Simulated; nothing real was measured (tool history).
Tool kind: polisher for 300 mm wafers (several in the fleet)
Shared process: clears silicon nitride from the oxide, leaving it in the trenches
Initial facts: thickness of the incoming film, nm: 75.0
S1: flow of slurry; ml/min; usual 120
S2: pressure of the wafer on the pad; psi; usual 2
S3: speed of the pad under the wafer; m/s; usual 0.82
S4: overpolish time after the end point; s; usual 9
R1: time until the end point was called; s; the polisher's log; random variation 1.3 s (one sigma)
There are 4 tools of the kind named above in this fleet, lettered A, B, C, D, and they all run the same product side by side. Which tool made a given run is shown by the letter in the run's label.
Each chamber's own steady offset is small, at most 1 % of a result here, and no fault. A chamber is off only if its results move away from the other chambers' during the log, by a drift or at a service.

Run 1A, hour 2.5: usual settings. Result: R1 121.18 s.
Run 2C, hour 6.6: usual settings. Result: R1 122 s.
At hour 7.9: chamber A: worn pad replaced by a new one.
Run 3D, hour 10.6: usual settings. Result: R1 123.07 s.
At hour 13.7: chamber D: slurry nozzle cleaned.
Run 4B, hour 15: usual settings. Result: R1 121.28 s.
Run 5B, hour 18.7: usual settings. Result: R1 121.45 s.
Run 6A, hour 21.3: usual settings. Result: R1 119.68 s.
Run 7D, hour 23.2: usual settings. Result: R1 123.26 s.
Run 8C, hour 26.6: usual settings. Result: R1 122.62 s.
Run 9A, hour 29.6: usual settings. Result: R1 120.83 s.
Run 10C, hour 33.1: usual settings but S2 1.5 psi. Result: R1 163.2 s.
Run 11D, hour 35.1: usual settings but S2 1.5 psi. Result: R1 163.35 s.
Run 12B, hour 39.3: usual settings but S2 1.5 psi. Result: R1 162.31 s.
At hour 40.3: chamber A: head pressure recalibrated.
Run 13A, hour 43.3: usual settings but S2 1.5 psi. Result: R1 172.99 s.
Run 14D, hour 47.1: usual settings. Result: R1 120.49 s.
Run 15C, hour 50.6: usual settings. Result: R1 119.01 s.
Run 16B, hour 54.7: usual settings. Result: R1 118.09 s.
Run 17C, hour 57.4: usual settings. Result: R1 123.62 s.
Run 18B, hour 61.1: usual settings. Result: R1 120.18 s.
Run 19A, hour 64: usual settings. Result: R1 131.44 s.
Run 20D, hour 67.8: usual settings. Result: R1 123 s.
Run 21B, hour 70.2: usual settings. Result: R1 122.47 s.
Run 22C, hour 73.2: usual settings. Result: R1 121.77 s.
Run 23D, hour 75.1: usual settings. Result: R1 123.52 s.
Run 24A, hour 77.9: usual settings. Result: R1 128.17 s.
Run 25C, hour 81.9: usual settings. Result: R1 124.55 s.
Run 26B, hour 84.8: usual settings but S3 0.58 m/s. Result: R1 167.88 s.
Run 27A, hour 86.9: usual settings but S3 0.58 m/s. Result: R1 180.98 s.
Run 28D, hour 88.9: usual settings but S3 0.58 m/s. Result: R1 172.18 s.
Run 29D, hour 92.9: usual settings but S3 0.58 m/s. Result: R1 165.62 s.
Run 30B, hour 95.9: usual settings. Result: R1 121.36 s.
Run 31C, hour 98.6: usual settings but S1 145 ml/min. Result: R1 118.21 s.
Run 32A, hour 100.7: usual settings but S1 145 ml/min. Result: R1 123.93 s.
Run 33B, hour 103.6: usual settings but S1 145 ml/min. Result: R1 116.09 s.
Run 34A, hour 107: usual settings but S1 145 ml/min. Result: R1 124.1 s.
At hour 107.9: chamber B: worn pad replaced by a new one.
At hour 108.3: chamber A: worn pad replaced by a new one.
Run 35C, hour 111.4: usual settings. Result: R1 122.1 s.
Run 36D, hour 115.4: usual settings but S1 150 ml/min, S3 0.74 m/s. Result: R1 128.48 s.
Run 37A, hour 118.2: usual settings but S1 150 ml/min, S3 0.74 m/s. Result: R1 138.7 s.
Run 38B, hour 121.6: usual settings but S1 150 ml/min, S3 0.74 m/s. Result: R1 127.23 s.

All chambers now run identical settings, listed one chamber a line with results as question marks. What results will each chamber show?
Run 39A, hour 124.7: usual settings. Result: R1 ?.
Run 39B, hour 124.7: usual settings. Result: R1 ?.
Run 39C, hour 124.7: usual settings. Result: R1 ?.
Run 39D, hour 124.7: usual settings. Result: R1 ?.

run      R1
39A  131.19
39B  120.82
39C  121.81
39D  122.07

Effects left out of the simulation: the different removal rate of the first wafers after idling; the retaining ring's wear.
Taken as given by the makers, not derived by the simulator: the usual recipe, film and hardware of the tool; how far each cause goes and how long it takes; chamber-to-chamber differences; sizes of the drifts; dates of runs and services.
